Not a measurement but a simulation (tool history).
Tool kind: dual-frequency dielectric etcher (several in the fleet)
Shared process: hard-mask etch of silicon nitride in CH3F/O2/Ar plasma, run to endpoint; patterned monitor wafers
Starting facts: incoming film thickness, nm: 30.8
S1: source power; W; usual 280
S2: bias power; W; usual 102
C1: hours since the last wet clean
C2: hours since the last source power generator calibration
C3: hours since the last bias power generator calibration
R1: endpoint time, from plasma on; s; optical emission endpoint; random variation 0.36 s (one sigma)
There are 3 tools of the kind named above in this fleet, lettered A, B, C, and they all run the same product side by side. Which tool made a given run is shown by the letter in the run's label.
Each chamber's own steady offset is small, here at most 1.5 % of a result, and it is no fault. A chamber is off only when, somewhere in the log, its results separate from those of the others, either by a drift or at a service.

run 1C day=0.288 | S1=280 S2=102 | C1=143.8 C2=580.8 C3=2314.6 | R1=44.441
run 2B day=0.608 | S1=280 S2=102 | C1=340.5 C2=1576.2 C3=646.1 | R1=44.458
run 3A day=1.000 | S1=280 S2=102 | C1=298.2 C2=2355.6 C3=2165.9 | R1=44.151
run 4C day=1.529 | S1=280 S2=102 | C1=173.6 C2=610.6 C3=2344.4 | R1=44.662
run 5B day=2.062 | S1=280 S2=102 | C1=375.4 C2=1611.1 C3=681.0 | R1=44.326
run 6A day=2.379 | S1=280 S2=102 | C1=331.3 C2=2388.7 C3=2199.0 | R1=44.721
run 7C day=2.696 | S1=280 S2=102 | C1=201.6 C2=638.6 C3=2372.4 | R1=44.528
run 8B day=3.058 | S1=280 S2=102 | C1=399.3 C2=1635.0 C3=704.9 | R1=44.055
run 9A day=3.521 | S1=280 S2=102 | C1=358.7 C2=2416.1 C3=2226.4 | R1=44.969
run 10A day=4.096 | S1=280 S2=102 | C1=372.5 C2=2429.9 C3=2240.2 | R1=44.138
run 11C day=4.538 | S1=280 S2=102 | C1=245.8 C2=682.8 C3=2416.6 | R1=44.517
run 12B day=5.062 | S1=280 S2=102 | C1=447.4 C2=1683.1 C3=753.0 | R1=44.042
-- day=5.317 chamber A: wet clean of the chamber
run 13A day=5.625 | S1=280 S2=102 | C1=7.5 C2=2466.6 C3=2276.9 | R1=45.357
run 14C day=6.129 | S1=280 S2=102 | C1=284.0 C2=721.0 C3=2454.8 | R1=45.175
run 15B day=6.492 | S1=280 S2=102 | C1=481.7 C2=1717.4 C3=787.3 | R1=44.201
run 16A day=7.071 | S1=280 S2=102 | C1=42.2 C2=2501.3 C3=2311.6 | R1=44.141
run 17B day=7.417 | S1=280 S2=102 | C1=503.9 C2=1739.6 C3=809.5 | R1=44.831
run 18C day=7.888 | S1=320 S2=124 | C1=326.2 C2=763.2 C3=2497.0 | R1=39.606
run 19C day=8.346 | S1=320 S2=124 | C1=337.2 C2=774.2 C3=2508.0 | R1=39.158
run 20B day=8.733 | S1=320 S2=124 | C1=535.5 C2=1771.2 C3=841.1 | R1=39.084
run 21A day=9.346 | S1=280 S2=102 | C1=96.8 C2=2555.9 C3=2366.2 | R1=44.467
-- day=9.725 chamber C: wet clean of the chamber
run 22B day=9.900 | S1=280 S2=102 | C1=563.5 C2=1799.2 C3=869.1 | R1=44.676
-- day=10.329 chamber B: wet clean of the chamber
run 23A day=10.467 | S1=280 S2=102 | C1=123.7 C2=2582.8 C3=2393.1 | R1=44.074
run 24C day=11.033 | S1=280 S2=102 | C1=31.5 C2=838.7 C3=2572.5 | R1=47.254
run 25B day=11.333 | S1=280 S2=102 | C1=24.2 C2=1833.6 C3=903.5 | R1=43.726
run 26A day=11.908 | S1=280 S2=102 | C1=158.3 C2=2617.4 C3=2427.7 | R1=44.347
run 27C day=12.408 | S1=280 S2=102 | C1=64.5 C2=871.7 C3=2605.5 | R1=47.169
run 28B day=12.967 | S1=280 S2=102 | C1=63.4 C2=1872.8 C3=942.7 | R1=44.116
run 29A day=13.367 | S1=280 S2=102 | C1=193.3 C2=2652.4 C3=2462.7 | R1=44.485
run 30C day=13.962 | S1=280 S2=102 | C1=101.8 C2=909.0 C3=2642.8 | R1=47.115
run 31B day=14.367 | S1=280 S2=102 | C1=97.0 C2=1906.4 C3=976.3 | R1=43.598
run 32A day=14.758 | S1=280 S2=102 | C1=226.7 C2=2685.8 C3=2496.1 | R1=45.011
run 33C day=15.375 | S1=280 S2=102 | C1=135.7 C2=942.9 C3=2676.7 | R1=47.136

The same settings go to every chamber for the next run, one line per chamber below. Forecast the results for each:
run 34A day=15.846 | S1=330 S2=102 | R1=?
run 34B day=15.846 | S1=330 S2=102 | R1=?
run 34C day=15.846 | S1=330 S2=102 | R1=?

run=34A R1=42.390
run=34B R1=41.377
run=34C R1=43.851

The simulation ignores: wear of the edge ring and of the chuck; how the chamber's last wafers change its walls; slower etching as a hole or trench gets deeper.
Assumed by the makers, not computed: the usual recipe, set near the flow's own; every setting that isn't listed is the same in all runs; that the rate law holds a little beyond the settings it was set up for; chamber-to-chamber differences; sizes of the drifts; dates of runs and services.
